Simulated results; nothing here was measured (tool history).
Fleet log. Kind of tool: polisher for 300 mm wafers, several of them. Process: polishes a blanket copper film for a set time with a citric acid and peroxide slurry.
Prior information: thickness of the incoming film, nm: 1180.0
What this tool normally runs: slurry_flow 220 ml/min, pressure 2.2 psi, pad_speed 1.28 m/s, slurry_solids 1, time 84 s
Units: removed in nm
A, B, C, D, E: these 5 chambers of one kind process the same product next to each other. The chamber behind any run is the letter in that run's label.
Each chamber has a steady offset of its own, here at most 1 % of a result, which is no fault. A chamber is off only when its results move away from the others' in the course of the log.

run   hour  slurry_flow  pressure  pad_speed  slurry_solids  time  wafers polished on this pad  hours since the slurry nozzle was cleaned  hours since the head pressure was calibrated  hours since the slurry blender was calibrated  removed
 1C     12          220       2.2       1.28              1    84                          392                                      257.3                                        1049.9                                          113.6   146.77
      19.2  -- chamber B: slurry blender recalibrated
 2B   21.9          220       2.2       1.28              1    84                          526                                         42                                           737                                            2.8   150.66
 3A   30.1          220       2.2       1.28              1    84                          414                                        205                                         470.2                                          162.9   146.71
 4E   41.9          220       2.2       1.28              1    84                          550                                      298.2                                         962.4                                           61.2   148.04
 5D   49.3          220       2.2       1.28              1    84                          352                                      234.6                                         889.6                                          306.4   147.94
      54.2  -- chamber E: slurry nozzle cleaned
 6A   58.9          220       2.2       1.28              1    84                          564                                      233.8                                           499                                          191.7   144.99
      66.4  -- chamber D: slurry blender recalibrated
 7D   69.4          220       2.2       1.28              1    84                          457                                      254.7                                         909.7                                            3.1   148.88
 8B     82          220       2.2       1.28              1    84                          840                                      102.1                                         797.1                                           62.9   146.89
      91.5  -- chamber C: worn pad replaced by a new one
      92.7  -- chamber D: worn pad replaced by a new one
 9E   94.8          220       2.2       1.28              1    84                          826                                       40.7                                        1015.3                                          114.1   143.19
     102.7  -- chamber E: worn pad replaced by a new one
     104.8  -- chamber A: worn pad replaced by a new one
10C  106.6          220       2.2       1.28              1    84                           79                                      351.9                                        1144.5                                          208.2   149.48
11C  113.9          280       2.2        0.9              1    84                          117                                      359.2                                        1151.8                                          215.5    108.5
     123.7  -- chamber A: head pressure recalibrated
     125.9  -- chamber B: worn pad replaced by a new one
     126.4  -- chamber C: head pressure recalibrated
12A  127.6          280       2.2        0.9              1    84                          119                                      302.5                                             4                                          260.4   96.627
13D  140.7          280       2.2        0.9              1    84                          250                                        326                                           981                                           74.4   106.73
14B  149.9          280       2.2        0.9              1    84                          125                                        170                                           865                                          130.8   110.42
15E  156.5          280       2.2        0.9              1    84                          281                                      102.4                                          1077                                          175.8   107.69
16B  165.3          220       2.2       1.28              1    84                          206                                      185.4                                         880.4                                          146.2   148.27
     176.3  -- chamber B: head pressure recalibrated
17D  178.7          220       2.2       1.28              1    84                          448                                        364                                          1019                                          112.4   145.53
     186.9  -- chamber E: head pressure recalibrated
18E  192.8          220       2.2       1.28              1    84                          470                                      138.7                                             6                                          212.1   146.07
     206.4  -- chamber D: worn pad replaced by a new one
19C  206.6          220       2.2       1.28              1    84                          601                                      451.9                                          80.2                                          308.2    146.6
20A  213.8          220       2.2       1.28              1    84                          569                                      388.7                                          90.2                                          346.6    129.3
     226.1  -- chamber B: slurry blender recalibrated
21A  227.8          220       2.2       1.28              1    84                          642                                      402.7                                         104.2                                          360.6   133.95
     230.8  -- chamber A: slurry blender recalibrated
     240.1  -- chamber C: worn pad replaced by a new one
22C    243          220       2.2       1.28              1    84                           15                                      488.3                                         116.6                                          344.6   150.83
23E  252.7          220       2.2       1.28              1    84                          782                                      198.6                                          65.9                                            272   144.73
24D  259.3          220       2.2       1.28              1    84                          276                                      444.6                                        1099.6                                            193   145.88
     265.6  -- chamber A: slurry nozzle cleaned
     270.2  -- chamber E: worn pad replaced by a new one
25B  270.8          220       2.2       1.28              1    84                          756                                      290.9                                          94.5                                           44.8   151.22
     280.9  -- chamber A: worn pad replaced by a new one
26C    281          220       2.2       1.28              1    95                          213                                      526.3                                         154.6                                          382.6   170.03
27D  287.6          220       2.2       1.28              1    95                          424                                      472.9                                        1127.9                                          221.3   163.58
28B  295.9          220       2.2       1.28              1    95                          887                                        316                                         119.6                                           69.9   169.68
     302.4  -- chamber D: worn pad replaced by a new one
29E  304.1          220       2.2       1.28              1    95                          177                                        250                                         117.3                                          323.4   168.66
30A    311          220       2.2       1.28              1    95                          157                                       45.5                                         187.4                                           80.2   144.17
31B  319.4          220       2.2       1.28              1    84                         1010                                      339.5                                         143.1                                           93.4   148.18
32D  328.6          220       2.2       1.28              1    84                          137                                      513.9                                        1168.9                                          262.3    146.8
     335.4  -- chamber B: worn pad replaced by a new one
33C  343.5          220       2.2       1.28              1    84                          540                                      588.8                                         217.1                                          445.1   150.34
34A  354.6          220       2.2       1.28              1    84                          384                                       89.1                                           231                                          123.8   129.98
     365.7  -- chamber C: worn pad replaced by a new one
35E  369.7          220       2.2       1.28              1    84                          519                                      315.6                                         182.9                                            389    148.4
     375.5  -- chamber C: slurry blender recalibrated
36E  381.2          220       2.2       1.28              1    84                          579                                      327.1                                         194.4                                          400.5   145.59
37B  387.7          220       2.2       1.28              1    84                          273                                      407.8                                         211.4                                          161.7   149.61
38C  396.8          220       2.2       1.28              1    84                          162                                      642.1                                         270.4                                           21.3   152.66
39A  409.5          220       2.2       1.28              1    84                          671                                        144                                         285.9                                          178.7   130.26

All chambers now run identical settings, listed one chamber a line with results as question marks. What results will each chamber show?
40A  420.4          220       2.2       1.28              1    84                                                                                                                                                                             ?
40B  420.4          220       2.2       1.28              1    84                                                                                                                                                                             ?
40C  420.4          220       2.2       1.28              1    84                                                                                                                                                                             ?
40D  420.4          220       2.2       1.28              1    84                                                                                                                                                                             ?
40E  420.4          220       2.2       1.28              1    84                                                                                                                                                                             ?

run  removed
40A   132.28
40B   149.76
40C   145.22
40D   141.89
40E   147.92
